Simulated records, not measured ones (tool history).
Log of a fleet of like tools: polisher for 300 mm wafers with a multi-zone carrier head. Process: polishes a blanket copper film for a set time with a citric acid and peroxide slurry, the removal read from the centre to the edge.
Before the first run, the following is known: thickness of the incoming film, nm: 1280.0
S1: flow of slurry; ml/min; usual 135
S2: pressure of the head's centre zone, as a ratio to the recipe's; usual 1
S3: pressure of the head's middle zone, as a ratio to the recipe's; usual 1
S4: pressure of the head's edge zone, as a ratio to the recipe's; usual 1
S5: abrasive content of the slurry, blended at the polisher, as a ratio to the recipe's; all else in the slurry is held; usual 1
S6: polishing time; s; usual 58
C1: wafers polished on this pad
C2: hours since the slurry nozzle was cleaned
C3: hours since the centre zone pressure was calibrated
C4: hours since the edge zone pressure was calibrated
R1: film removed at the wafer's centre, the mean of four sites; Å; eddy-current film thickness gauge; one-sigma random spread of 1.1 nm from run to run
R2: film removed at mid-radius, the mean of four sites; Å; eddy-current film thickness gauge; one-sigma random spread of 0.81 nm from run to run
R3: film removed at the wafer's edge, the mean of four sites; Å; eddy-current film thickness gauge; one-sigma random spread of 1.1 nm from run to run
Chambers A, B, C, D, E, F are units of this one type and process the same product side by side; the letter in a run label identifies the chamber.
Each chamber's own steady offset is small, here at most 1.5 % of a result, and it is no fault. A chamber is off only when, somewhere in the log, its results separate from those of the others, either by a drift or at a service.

Run 1D, day 0.3: usual settings; C1 517; C2 665.2; C3 388.4; C4 851.3. Result: R1 892.55 Å, R2 903.9 Å, R3 910.35 Å.
At day 0.612: chamber E: worn pad replaced by a new one.
Run 2A, day 0.712: usual settings; C1 734; C2 327; C3 835.7; C4 819.2. Result: R1 915.83 Å, R2 908.04 Å, R3 921.93 Å.
Run 3B, day 0.95: usual settings; C1 405; C2 208; C3 168.5; C4 347.5. Result: R1 900.74 Å, R2 923.24 Å, R3 904.21 Å.
At day 1.188: chamber C: worn pad replaced by a new one.
Run 4E, day 1.308: usual settings; C1 123; C2 79; C3 377.1; C4 250.7. Result: R1 915.47 Å, R2 908.98 Å, R3 902.02 Å.
Run 5F, day 1.546: usual settings but S3 0.94; C1 1429; C2 220.5; C3 173.3; C4 509.6. Result: R1 935.3 Å, R2 871.71 Å, R3 888.19 Å.
Run 6C, day 1.954: usual settings but S3 0.94; C1 136; C2 186; C3 1243.9; C4 256.1. Result: R1 905.97 Å, R2 870.2 Å, R3 903.88 Å.
At day 2.067: chamber D: worn pad replaced by a new one.
At day 2.092: chamber B: slurry nozzle cleaned.
Run 7E, day 2.325: usual settings but S3 0.94; C1 303; C2 103.4; C3 401.5; C4 275.1. Result: R1 910.28 Å, R2 847.72 Å, R3 901.53 Å.
At day 2.392: chamber F: worn pad replaced by a new one.
Run 8F, day 2.508: usual settings but S3 0.94; C1 20; C2 243.6; C3 196.4; C4 532.7. Result: R1 918.74 Å, R2 854.72 Å, R3 892.97 Å.
At day 2.571: chamber D: edge zone pressure recalibrated.
Run 9B, day 2.704: usual settings but S3 0.94; C1 715; C2 14.8; C3 210.6; C4 389.6. Result: R1 912.87 Å, R2 863.3 Å, R3 901.52 Å.
Run 10A, day 3.075: usual settings but S3 0.94; C1 1152; C2 383.7; C3 892.4; C4 875.9. Result: R1 897.98 Å, R2 859.82 Å, R3 912.13 Å.
Run 11C, day 3.462: usual settings; C1 403; C2 222.2; C3 1280.1; C4 292.3. Result: R1 896.42 Å, R2 919.17 Å, R3 894.65 Å.
Run 12D, day 3.729: usual settings; C1 294; C2 747.5; C3 470.7; C4 27.8. Result: R1 899.03 Å, R2 904.89 Å, R3 908.86 Å.
At day 3.992: chamber A: edge zone pressure recalibrated.
At day 4.112: chamber D: slurry nozzle cleaned.
Run 13E, day 4.138: usual settings; C1 624; C2 146.9; C3 445; C4 318.6. Result: R1 915.27 Å, R2 903.86 Å, R3 918.92 Å.
At day 4.204: chamber C: worn pad replaced by a new one.
Run 14C, day 4.512: usual settings but S5 1.1; C1 55; C2 247.4; C3 1305.3; C4 317.5. Result: R1 929.38 Å, R2 937.67 Å, R3 905.25 Å.
At day 4.712: chamber A: worn pad replaced by a new one.
At day 4.788: chamber E: worn pad replaced by a new one.
Run 15A, day 4.788: usual settings but S5 1.1; C1 13; C2 424.8; C3 933.5; C4 19.2. Result: R1 906.47 Å, R2 924.29 Å, R3 922.94 Å.
Run 16F, day 5.167: usual settings but S5 1.1; C1 491; C2 307.4; C3 260.2; C4 596.5. Result: R1 923.74 Å, R2 923.97 Å, R3 919.02 Å.
At day 5.458: chamber A: centre zone pressure recalibrated.
Run 17D, day 5.512: usual settings but S5 1.1; C1 609; C2 33.7; C3 513.5; C4 70.6. Result: R1 917 Å, R2 926.31 Å, R3 931.64 Å.
At day 5.579: chamber B: worn pad replaced by a new one.
Run 18B, day 5.704: usual settings but S5 1.1; C1 22; C2 86.8; C3 282.6; C4 461.6. Result: R1 932.59 Å, R2 941.92 Å, R3 924.36 Å.
Run 19D, day 6.05: usual settings but S5 1.1; C1 704; C2 46.6; C3 526.4; C4 83.5. Result: R1 927.59 Å, R2 919.86 Å, R3 950.39 Å.
At day 6.288: chamber D: worn pad replaced by a new one.
Run 20B, day 6.408: usual settings; C1 147; C2 103.7; C3 299.5; C4 478.5. Result: R1 902.78 Å, R2 913.11 Å, R3 931.04 Å.
Run 21E, day 6.8: usual settings; C1 356; C2 210.8; C3 508.9; C4 382.5. Result: R1 891.18 Å, R2 915.34 Å, R3 907.75 Å.
Run 22C, day 6.988: usual settings; C1 493; C2 306.8; C3 1364.7; C4 376.9. Result: R1 899.84 Å, R2 919.31 Å, R3 908.64 Å.
Run 23F, day 7.217: usual settings; C1 853; C2 356.6; C3 309.4; C4 645.7. Result: R1 912.96 Å, R2 917.03 Å, R3 922.29 Å.
At day 7.504: chamber F: slurry nozzle cleaned.
Run 24A, day 7.621: usual settings; C1 514; C2 492.8; C3 51.9; C4 87.2. Result: R1 869.38 Å, R2 865.64 Å, R3 876.83 Å.
Run 25A, day 7.942: usual settings; C1 571; C2 500.5; C3 59.6; C4 94.9. Result: R1 861.37 Å, R2 867.59 Å, R3 880.79 Å.
At day 8.05: chamber C: worn pad replaced by a new one.
Run 26B, day 8.283: usual settings; C1 478; C2 148.7; C3 344.5; C4 523.5. Result: R1 909.59 Å, R2 903.46 Å, R3 905.69 Å.
Run 27D, day 8.475: usual settings but S3 1.04, S5 0.9; C1 387; C2 104.8; C3 584.6; C4 141.7. Result: R1 894.73 Å, R2 925.75 Å, R3 896.33 Å.
Run 28C, day 8.783: usual settings but S3 1.04, S5 0.9; C1 130; C2 349.9; C3 1407.8; C4 420. Result: R1 877.44 Å, R2 925.72 Å, R3 891.43 Å.
Run 29F, day 9.15: usual settings but S3 1.04, S5 0.9; C1 1195; C2 39.5; C3 355.8; C4 692.1. Result: R1 905.18 Å, R2 924.57 Å, R3 876.95 Å.
At day 9.229: chamber F: worn pad replaced by a new one.
At day 9.338: chamber C: slurry nozzle cleaned.
Run 30E, day 9.488: usual settings but S3 1.04, S5 0.9; C1 831; C2 275.3; C3 573.4; C4 447. Result: R1 885.61 Å, R2 911.03 Å, R3 913.47 Å.
At day 9.671: chamber C: centre zone pressure recalibrated.
Run 31B, day 9.912: usual settings but S3 1.04, S5 0.9; C1 767; C2 187.8; C3 383.6; C4 562.6. Result: R1 900.74 Å, R2 931.24 Å, R3 880.72 Å.
At day 9.962: chamber E: worn pad replaced by a new one.
Run 32E, day 10.15: usual settings but S3 1.04, S5 0.9; C1 33; C2 291.2; C3 589.3; C4 462.9. Result: R1 876.87 Å, R2 929.4 Å, R3 908.8 Å.
Run 33F, day 10.575: usual settings but S2 0.93; C1 238; C2 73.7; C3 390; C4 726.3. Result: R1 850.77 Å, R2 934.46 Å, R3 883.42 Å.
Run 34C, day 10.817: usual settings but S2 0.93; C1 490; C2 35.5; C3 27.5; C4 468.8. Result: R1 835.88 Å, R2 899.17 Å, R3 924.46 Å.
Run 35D, day 11.038: usual settings but S2 0.93; C1 840; C2 166.3; C3 646.1; C4 203.2. Result: R1 811.29 Å, R2 901.49 Å, R3 925.77 Å.
At day 11.262: chamber D: worn pad replaced by a new one.
Run 36A, day 11.288: usual settings but S2 0.93; C1 1163; C2 580.8; C3 139.9; C4 175.2. Result: R1 749.93 Å, R2 834.36 Å, R3 854.85 Å.
At day 11.567: chamber D: centre zone pressure recalibrated.
Run 37A, day 11.608: usual settings but S2 0.93; C1 1220; C2 588.5; C3 147.6; C4 182.9. Result: R1 743.14 Å, R2 820.37 Å, R3 833.31 Å.
Run 38D, day 11.992: usual settings but S2 0.93; C1 129; C2 189.2; C3 10.3; C4 226.1. Result: R1 833.54 Å, R2 902.93 Å, R3 933.7 Å.

Does one chamber stand apart from the rest, does the shared gauge drift, or is all well apart from small per-chamber offsets? Give the chamber and the most likely cause, where there is one.

Chamber A drifts away from the others.
Likeliest cause: slurry flow missing at the pad, % = 35.2.

Below are 4 candidate recipes for chamber A's next run, each the usual settings with a change, their results shown as question marks. Which of them brings A's results back in line with what the other chambers give on the usual settings?
To be in line, a result may differ from the other chambers' mean on the usual settings by at most: R1 39 Å; R2 28 Å; R3 38 Å
Run 39A-1, day 12.3: usual settings but S1 155 ml/min, S2 1.06, S3 1.04, S4 0.96, S5 1.05, S6 67 s. Result: R1 ?, R2 ?, R3 ?.
Run 39A-2, day 12.3: usual settings but S1 125 ml/min, S2 0.97, S3 0.98, S4 1.02, S6 54 s. Result: R1 ?, R2 ?, R3 ?.
Run 39A-3, day 12.3: usual settings but S1 115 ml/min, S2 0.94, S3 0.96, S4 1.04, S6 50 s. Result: R1 ?, R2 ?, R3 ?.
Run 39A-4, day 12.3: usual settings but S1 145 ml/min, S2 1.03, S3 1.02, S4 0.98, S6 62 s. Result: R1 ?, R2 ?, R3 ?.

Mean of the other chambers on the usual settings: R1 908.54 Å; R2 912.73 Å; R3 909.37 Å
  run      R1      R2      R3
39A-1  1043.5  1033.4  984.54
39A-2  698.68  730.27  775.52
39A-3  603.58  644.28  711.93
39A-4  905.41  911.75   899.4
39A-4 puts the chamber back in line with the other chambers.
